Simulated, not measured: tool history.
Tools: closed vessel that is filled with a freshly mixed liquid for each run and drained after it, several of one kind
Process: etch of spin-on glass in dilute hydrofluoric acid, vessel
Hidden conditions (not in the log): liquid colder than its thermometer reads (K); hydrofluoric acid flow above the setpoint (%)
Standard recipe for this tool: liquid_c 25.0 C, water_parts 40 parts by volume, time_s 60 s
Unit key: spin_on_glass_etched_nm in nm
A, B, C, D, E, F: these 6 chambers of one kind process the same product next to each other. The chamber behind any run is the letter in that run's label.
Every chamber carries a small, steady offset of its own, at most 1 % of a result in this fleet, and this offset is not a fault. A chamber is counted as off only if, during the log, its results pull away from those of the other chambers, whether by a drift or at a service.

| run | hour | liquid_c | water_parts | time_s | hours since the thermometer was replaced | hours since the hydrofluoric acid flow meter was replaced | read-back film thickness of the spin-on glass reference wafer, read on the same gauge (nm) | spin_on_glass_etched_nm |
|---|---|---|---|---|---|---|---|---|
| 1B | 11.0 | 25.0 | 40 | 60 | 388.9 | 1454.4 | 69.989 | 68.472 |
| 2D | 18.5 | 25.0 | 40 | 60 | 199.8 | 683.3 | 69.985 | 68.624 |
| 3A | 29.2 | 25.0 | 40 | 60 | 1272.1 | 611.0 | 69.996 | 68.901 |
| 4E | 39.3 | 25.0 | 40 | 60 | 2340.6 | 81.6 | 70.036 | 69.223 |
| 5F | 50.3 | 25.0 | 40 | 60 | 970.4 | 403.8 | 69.994 | 68.573 |
| 6C | 61.3 | 25.0 | 40 | 60 | 318.8 | 2055.8 | 70.028 | 67.189 |
| 7E | 75.0 | 25.0 | 40 | 60 | 2376.3 | 117.3 | 70.009 | 68.369 |
| 8C | 88.8 | 25.0 | 40 | 60 | 346.3 | 2083.3 | 69.979 | 67.970 |
| 9D | 99.5 | 25.0 | 25 | 40 | 280.8 | 764.3 | 70.012 | 74.912 |
| 10B | 114.8 | 25.0 | 25 | 40 | 492.7 | 1558.2 | 69.986 | 75.548 |
| 11F | 127.8 | 25.0 | 25 | 40 | 1047.9 | 481.3 | 70.052 | 74.737 |
| 12A | 136.8 | 25.0 | 25 | 40 | 1379.7 | 718.6 | 70.002 | 76.207 |
| 13B | 149.2 | 25.0 | 25 | 40 | 527.1 | 1592.6 | 69.983 | 75.063 |
| 14C | 164.1 | 25.0 | 25 | 40 | 421.6 | 2158.6 | 70.000 | 73.895 |
| 15A | 171.9 | 25.0 | 40 | 60 | 1414.8 | 753.7 | 70.017 | 69.846 |
| 16E | 186.7 | 25.0 | 40 | 60 | 2488.0 | 229.0 | 69.974 | 68.540 |
| 17D | 200.3 | 25.0 | 40 | 60 | 381.6 | 865.1 | 69.989 | 70.455 |
| 18F | 215.2 | 22.5 | 40 | 40 | 1135.3 | 568.7 | 70.000 | 40.419 |
| 19B | 227.0 | 22.5 | 40 | 40 | 604.9 | 1670.4 | 69.984 | 42.172 |
| 20F | 239.0 | 22.5 | 40 | 40 | 1159.1 | 592.5 | 70.011 | 40.890 |
| 21D | 254.1 | 22.5 | 40 | 40 | 435.4 | 918.9 | 70.006 | 43.348 |
| 22A | 262.4 | 22.5 | 40 | 40 | 1505.3 | 844.2 | 70.022 | 41.444 |
| 23C | 277.9 | 22.5 | 40 | 40 | 535.4 | 2272.4 | 69.982 | 41.050 |
| 24E | 290.7 | 29.0 | 40 | 60 | 2592.0 | 333.0 | 69.964 | 80.263 |
| 25A | 298.1 | 29.0 | 40 | 60 | 1541.0 | 879.9 | 69.996 | 81.491 |
| 26F | 313.2 | 29.0 | 40 | 60 | 1233.3 | 666.7 | 70.017 | 80.581 |
|  | 323.3 | chamber B: hydrofluoric acid flow meter replaced |
| 27E | 329.1 | 29.0 | 40 | 60 | 2630.4 | 371.4 | 70.016 | 79.784 |
| 28B | 340.4 | 29.0 | 40 | 60 | 718.3 | 17.1 | 70.019 | 81.480 |
| 29D | 351.3 | 29.0 | 40 | 60 | 532.6 | 1016.1 | 70.007 | 86.836 |
| 30C | 363.2 | 25.0 | 40 | 60 | 620.7 | 2357.7 | 69.982 | 67.960 |
| 31F | 376.0 | 23.0 | 40 | 30 | 1296.1 | 729.5 | 70.020 | 31.270 |
| 32D | 387.1 | 23.0 | 40 | 30 | 568.4 | 1051.9 | 69.976 | 34.428 |
| 33C | 396.4 | 23.0 | 40 | 30 | 653.9 | 2390.9 | 69.990 | 31.594 |
| 34B | 411.9 | 23.0 | 40 | 30 | 789.8 | 88.6 | 69.982 | 31.434 |
| 35E | 419.5 | 23.0 | 40 | 30 | 2720.8 | 461.8 | 69.991 | 31.661 |
| 36A | 432.4 | 23.0 | 40 | 30 | 1675.3 | 1014.2 | 70.000 | 31.964 |
| 37B | 447.6 | 25.0 | 40 | 35 | 825.5 | 124.3 | 70.015 | 39.467 |
| 38E | 460.0 | 25.0 | 40 | 35 | 2761.3 | 502.3 | 70.001 | 39.816 |
| 39D | 472.3 | 25.0 | 40 | 35 | 653.6 | 1137.1 | 69.981 | 43.944 |
| 40C | 479.1 | 25.0 | 40 | 35 | 736.6 | 2473.6 | 70.019 | 39.000 |

All chambers now run identical settings, listed one chamber a line with results as question marks. What results will each chamber show?
| 41A | 490.5 | 25.0 | 30 | 60 |  |  |  | ? |
| 41B | 490.5 | 25.0 | 30 | 60 |  |  |  | ? |
| 41C | 490.5 | 25.0 | 30 | 60 |  |  |  | ? |
| 41D | 490.5 | 25.0 | 30 | 60 |  |  |  | ? |
| 41E | 490.5 | 25.0 | 30 | 60 |  |  |  | ? |
| 41F | 490.5 | 25.0 | 30 | 60 |  |  |  | ? |

| run | spin_on_glass_etched_nm |
|---|---|
| 41A | 93.431 |
| 41B | 92.756 |
| 41C | 92.409 |
| 41D | 103.880 |
| 41E | 93.621 |
| 41F | 92.590 |

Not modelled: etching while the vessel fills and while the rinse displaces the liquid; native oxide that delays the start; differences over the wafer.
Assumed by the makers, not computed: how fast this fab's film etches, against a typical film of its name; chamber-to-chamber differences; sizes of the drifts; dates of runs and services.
